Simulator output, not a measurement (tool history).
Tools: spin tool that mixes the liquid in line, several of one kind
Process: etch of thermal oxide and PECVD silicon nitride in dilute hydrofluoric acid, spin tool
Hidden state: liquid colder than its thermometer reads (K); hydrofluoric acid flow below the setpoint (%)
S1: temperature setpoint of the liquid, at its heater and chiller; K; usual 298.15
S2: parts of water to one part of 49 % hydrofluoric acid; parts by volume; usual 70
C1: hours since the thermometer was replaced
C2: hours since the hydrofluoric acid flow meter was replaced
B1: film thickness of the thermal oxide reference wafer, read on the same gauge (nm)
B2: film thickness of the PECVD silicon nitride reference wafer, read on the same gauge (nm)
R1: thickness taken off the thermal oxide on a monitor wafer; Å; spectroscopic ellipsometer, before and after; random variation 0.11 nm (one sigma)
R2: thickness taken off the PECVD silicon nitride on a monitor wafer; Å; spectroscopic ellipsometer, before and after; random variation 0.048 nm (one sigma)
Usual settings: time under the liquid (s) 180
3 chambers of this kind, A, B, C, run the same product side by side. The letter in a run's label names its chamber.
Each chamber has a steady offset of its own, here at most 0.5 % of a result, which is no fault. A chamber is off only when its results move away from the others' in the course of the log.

{"run": "1B", "hour": 14.2, "S1": 298.15, "S2": 70, "time under the liquid (s)": 180, "C1": 1611.1, "C2": 710.8, "B1": 40.041, "B2": 49.988, "R1": 119.65, "R2": 79.081}
{"run": "2C", "hour": 27.7, "S1": 298.15, "S2": 70, "time under the liquid (s)": 180, "C1": 1116.8, "C2": 1745.6, "B1": 39.972, "B2": 49.991, "R1": 121.57, "R2": 79.287}
{"hour": 40.8, "done": "chamber A: thermometer replaced"}
{"run": "3A", "hour": 42.2, "S1": 298.15, "S2": 70, "time under the liquid (s)": 180, "C1": 1.5, "C2": 863.4, "B1": 39.994, "B2": 50.017, "R1": 120.38, "R2": 79.716}
{"run": "4A", "hour": 51.0, "S1": 298.15, "S2": 70, "time under the liquid (s)": 180, "C1": 10.3, "C2": 872.2, "B1": 40.023, "B2": 50.011, "R1": 120.22, "R2": 78.891}
{"run": "5B", "hour": 65.1, "S1": 298.15, "S2": 70, "time under the liquid (s)": 180, "C1": 1662, "C2": 761.7, "B1": 39.981, "B2": 50.003, "R1": 119.97, "R2": 78.918}
{"run": "6C", "hour": 73.6, "S1": 298.15, "S2": 70, "time under the liquid (s)": 180, "C1": 1162.7, "C2": 1791.5, "B1": 40.002, "B2": 49.995, "R1": 121.71, "R2": 78.486}
{"run": "7A", "hour": 83.2, "S1": 298.15, "S2": 70, "time under the liquid (s)": 180, "C1": 42.5, "C2": 904.4, "B1": 40.005, "B2": 50.005, "R1": 122.21, "R2": 79.021}
{"run": "8B", "hour": 97.4, "S1": 298.15, "S2": 70, "time under the liquid (s)": 180, "C1": 1694.3, "C2": 794, "B1": 39.998, "B2": 50.006, "R1": 119.68, "R2": 78.917}
{"run": "9C", "hour": 106.8, "S1": 298.15, "S2": 70, "time under the liquid (s)": 180, "C1": 1195.9, "C2": 1824.7, "B1": 40.018, "B2": 50.014, "R1": 121.4, "R2": 78.936}
{"run": "10B", "hour": 118.7, "S1": 298.15, "S2": 70, "time under the liquid (s)": 180, "C1": 1715.6, "C2": 815.3, "B1": 40.026, "B2": 49.969, "R1": 118.82, "R2": 79.123}
{"run": "11C", "hour": 132.5, "S1": 298.15, "S2": 70, "time under the liquid (s)": 180, "C1": 1221.6, "C2": 1850.4, "B1": 40.01, "B2": 50.002, "R1": 121.24, "R2": 79.604}
{"run": "12A", "hour": 143.8, "S1": 298.15, "S2": 70, "time under the liquid (s)": 180, "C1": 103.1, "C2": 965, "B1": 40.018, "B2": 49.998, "R1": 121.72, "R2": 79.289}
{"run": "13C", "hour": 151.8, "S1": 298.15, "S2": 70, "time under the liquid (s)": 180, "C1": 1240.9, "C2": 1869.7, "B1": 39.978, "B2": 49.992, "R1": 123.1, "R2": 78.322}
{"run": "14A", "hour": 159.2, "S1": 298.15, "S2": 60, "time under the liquid (s)": 90, "C1": 118.5, "C2": 980.4, "B1": 40.004, "B2": 49.994, "R1": 70.631, "R2": 46.203}
{"run": "15B", "hour": 169.2, "S1": 298.15, "S2": 60, "time under the liquid (s)": 90, "C1": 1766.1, "C2": 865.8, "B1": 40.041, "B2": 49.999, "R1": 71.188, "R2": 46.285}
{"run": "16B", "hour": 183.2, "S1": 298.15, "S2": 60, "time under the liquid (s)": 90, "C1": 1780.1, "C2": 879.8, "B1": 40.027, "B2": 50.002, "R1": 71.354, "R2": 45.81}
{"run": "17A", "hour": 192.2, "S1": 298.15, "S2": 70, "time under the liquid (s)": 180, "C1": 151.5, "C2": 1013.4, "B1": 40.021, "B2": 50.004, "R1": 122.18, "R2": 79.339}
{"run": "18C", "hour": 205.6, "S1": 293.65, "S2": 70, "time under the liquid (s)": 180, "C1": 1294.7, "C2": 1923.5, "B1": 40.028, "B2": 50.007, "R1": 99.728, "R2": 57.929}
{"run": "19B", "hour": 221.5, "S1": 293.65, "S2": 70, "time under the liquid (s)": 180, "C1": 1818.4, "C2": 918.1, "B1": 39.986, "B2": 49.996, "R1": 97.639, "R2": 58.22}
{"run": "20C", "hour": 233.8, "S1": 293.65, "S2": 70, "time under the liquid (s)": 180, "C1": 1322.9, "C2": 1951.7, "B1": 40.002, "B2": 49.981, "R1": 99.486, "R2": 57.622}
{"run": "21A", "hour": 246.5, "S1": 298.15, "S2": 70, "time under the liquid (s)": 180, "C1": 205.8, "C2": 1067.7, "B1": 40.005, "B2": 50.01, "R1": 120.73, "R2": 79.421}
{"run": "22B", "hour": 260.9, "S1": 298.15, "S2": 70, "time under the liquid (s)": 180, "C1": 1857.8, "C2": 957.5, "B1": 39.977, "B2": 50.015, "R1": 118.81, "R2": 78.561}
{"run": "23C", "hour": 272.9, "S1": 298.15, "S2": 70, "time under the liquid (s)": 180, "C1": 1362, "C2": 1990.8, "B1": 40.001, "B2": 50.001, "R1": 120.54, "R2": 78.858}
{"run": "24A", "hour": 282.8, "S1": 298.15, "S2": 70, "time under the liquid (s)": 180, "C1": 242.1, "C2": 1104, "B1": 40.018, "B2": 49.996, "R1": 122.45, "R2": 79.553}
{"run": "25B", "hour": 291.2, "S1": 298.15, "S2": 70, "time under the liquid (s)": 180, "C1": 1888.1, "C2": 987.8, "B1": 40.015, "B2": 49.996, "R1": 119.48, "R2": 79.594}
{"run": "26C", "hour": 299.0, "S1": 298.15, "S2": 70, "time under the liquid (s)": 180, "C1": 1388.1, "C2": 2016.9, "B1": 39.986, "B2": 50.018, "R1": 123.03, "R2": 79.003}

All 3 chambers run these settings next. Forecast each chamber's results:
{"run": "27A", "hour": 310.6, "S1": 298.15, "S2": 70, "time under the liquid (s)": 180, "R1": "?", "R2": "?"}
{"run": "27B", "hour": 310.6, "S1": 298.15, "S2": 70, "time under the liquid (s)": 180, "R1": "?", "R2": "?"}
{"run": "27C", "hour": 310.6, "S1": 298.15, "S2": 70, "time under the liquid (s)": 180, "R1": "?", "R2": "?"}

run=27A R1=120.38 R2=78.133
run=27B R1=121.81 R2=79.18
run=27C R1=119.05 R2=78.504
